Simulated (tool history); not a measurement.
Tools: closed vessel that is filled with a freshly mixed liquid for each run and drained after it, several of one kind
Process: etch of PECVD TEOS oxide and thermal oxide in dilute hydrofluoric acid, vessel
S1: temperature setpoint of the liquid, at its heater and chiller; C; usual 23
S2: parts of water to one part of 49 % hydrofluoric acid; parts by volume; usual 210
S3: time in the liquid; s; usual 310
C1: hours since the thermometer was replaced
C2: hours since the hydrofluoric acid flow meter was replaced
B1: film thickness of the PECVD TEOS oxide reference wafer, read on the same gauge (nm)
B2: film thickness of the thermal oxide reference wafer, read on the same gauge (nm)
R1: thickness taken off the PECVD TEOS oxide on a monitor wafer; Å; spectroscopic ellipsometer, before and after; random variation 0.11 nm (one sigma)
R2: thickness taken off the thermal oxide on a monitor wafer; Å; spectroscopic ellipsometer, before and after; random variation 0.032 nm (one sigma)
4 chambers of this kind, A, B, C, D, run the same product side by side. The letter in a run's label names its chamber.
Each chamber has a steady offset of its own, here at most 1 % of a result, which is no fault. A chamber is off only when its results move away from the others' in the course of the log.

| run | day | S1 | S2 | S3 | C1 | C2 | B1 | B2 | R1 | R2 |
|---|---|---|---|---|---|---|---|---|---|---|
|  | 0.196 | chamber A: thermometer replaced |
| 1C | 0.292 | 23 | 210 | 310 | 1300.9 | 1777.7 | 70 | 50.012 | 161.08 | 60.167 |
| 2A | 0.517 | 23 | 210 | 310 | 7.7 | 145 | 70.002 | 50.025 | 158.44 | 60.069 |
| 3D | 0.767 | 23 | 210 | 310 | 1048.3 | 1780.7 | 69.963 | 49.992 | 162.47 | 59.252 |
| 4B | 0.988 | 23 | 210 | 310 | 382.4 | 511.1 | 70.017 | 50.011 | 161.52 | 60.116 |
| 5A | 1.258 | 23 | 210 | 310 | 25.5 | 162.8 | 69.966 | 50.009 | 158.51 | 59.122 |
| 6C | 1.488 | 23 | 210 | 310 | 1329.6 | 1806.4 | 69.999 | 50.019 | 160.44 | 60.08 |
|  | 1.492 | chamber C: thermometer replaced |
| 7D | 1.692 | 23 | 210 | 445 | 1070.5 | 1802.9 | 70.007 | 49.962 | 232.23 | 85.344 |
| 8B | 1.892 | 23 | 210 | 445 | 404.1 | 532.8 | 69.97 | 49.996 | 234.11 | 84.859 |
| 9C | 2.05 | 23 | 210 | 445 | 13.4 | 1819.9 | 69.97 | 50.007 | 231.86 | 85.703 |
|  | 2.142 | chamber D: thermometer replaced |
| 10A | 2.279 | 23 | 210 | 445 | 50 | 187.3 | 69.982 | 49.95 | 228.2 | 85.201 |
| 11D | 2.479 | 23 | 210 | 310 | 8.1 | 1821.8 | 70.015 | 49.988 | 160.56 | 59.592 |
| 12B | 2.779 | 23 | 210 | 310 | 425.4 | 554.1 | 69.971 | 49.982 | 164.53 | 59.373 |
| 13D | 2.975 | 23 | 210 | 310 | 20 | 1833.7 | 70.015 | 49.998 | 161.19 | 59.129 |
| 14C | 3.133 | 23 | 210 | 310 | 39.4 | 1845.9 | 70.03 | 49.961 | 161.33 | 59.976 |
|  | 3.296 | chamber C: hydrofluoric acid flow meter replaced |
| 15A | 3.45 | 23 | 210 | 310 | 78.1 | 215.4 | 69.966 | 50.013 | 159.05 | 59.067 |
| 16B | 3.762 | 23 | 265 | 170 | 449 | 577.7 | 70.033 | 49.992 | 65.969 | 24.354 |
| 17A | 4.088 | 23 | 265 | 170 | 93.4 | 230.7 | 70.034 | 49.982 | 66.521 | 24.614 |
| 18D | 4.4 | 23 | 265 | 170 | 54.2 | 1867.9 | 69.998 | 49.981 | 66.05 | 24.279 |
| 19C | 4.646 | 23 | 265 | 170 | 75.7 | 32.5 | 69.977 | 50.002 | 65.596 | 24.678 |
| 20B | 4.846 | 23 | 210 | 310 | 475 | 603.7 | 69.942 | 50.057 | 160.84 | 59.599 |
| 21B | 5.083 | 23 | 210 | 310 | 480.7 | 609.4 | 70.062 | 50.017 | 160.96 | 59.516 |
| 22A | 5.408 | 23 | 210 | 310 | 125.1 | 262.4 | 69.975 | 50.003 | 159.01 | 60.196 |
| 23D | 5.596 | 23 | 210 | 310 | 82.9 | 1896.6 | 69.993 | 50.034 | 161.03 | 60.003 |
| 24C | 5.738 | 23 | 210 | 310 | 101.9 | 58.7 | 70.023 | 50.039 | 159.73 | 60.555 |
| 25C | 5.983 | 23 | 210 | 310 | 107.8 | 64.6 | 69.99 | 50.03 | 161.15 | 59.637 |
| 26D | 6.246 | 23 | 210 | 310 | 98.5 | 1912.2 | 70.014 | 49.986 | 160.15 | 59.301 |
| 27B | 6.417 | 23 | 210 | 310 | 512.7 | 641.4 | 70.043 | 50.008 | 161.73 | 59.616 |
| 28A | 6.662 | 23 | 210 | 310 | 155.2 | 292.5 | 69.998 | 50 | 159.86 | 59.611 |
| 29C | 6.95 | 23 | 210 | 310 | 131 | 87.8 | 69.997 | 49.954 | 161.8 | 60.091 |

Next, every chamber runs the same settings. What will each give?
| 30A | 7.192 | 23 | 210 | 375 |  |  |  |  | ? | ? |
| 30B | 7.192 | 23 | 210 | 375 |  |  |  |  | ? | ? |
| 30C | 7.192 | 23 | 210 | 375 |  |  |  |  | ? | ? |
| 30D | 7.192 | 23 | 210 | 375 |  |  |  |  | ? | ? |

| run | R1 | R2 |
|---|---|---|
| 30A | 192.09 | 72.46 |
| 30B | 196.43 | 72.639 |
| 30C | 193.39 | 72.351 |
| 30D | 195.02 | 72.122 |
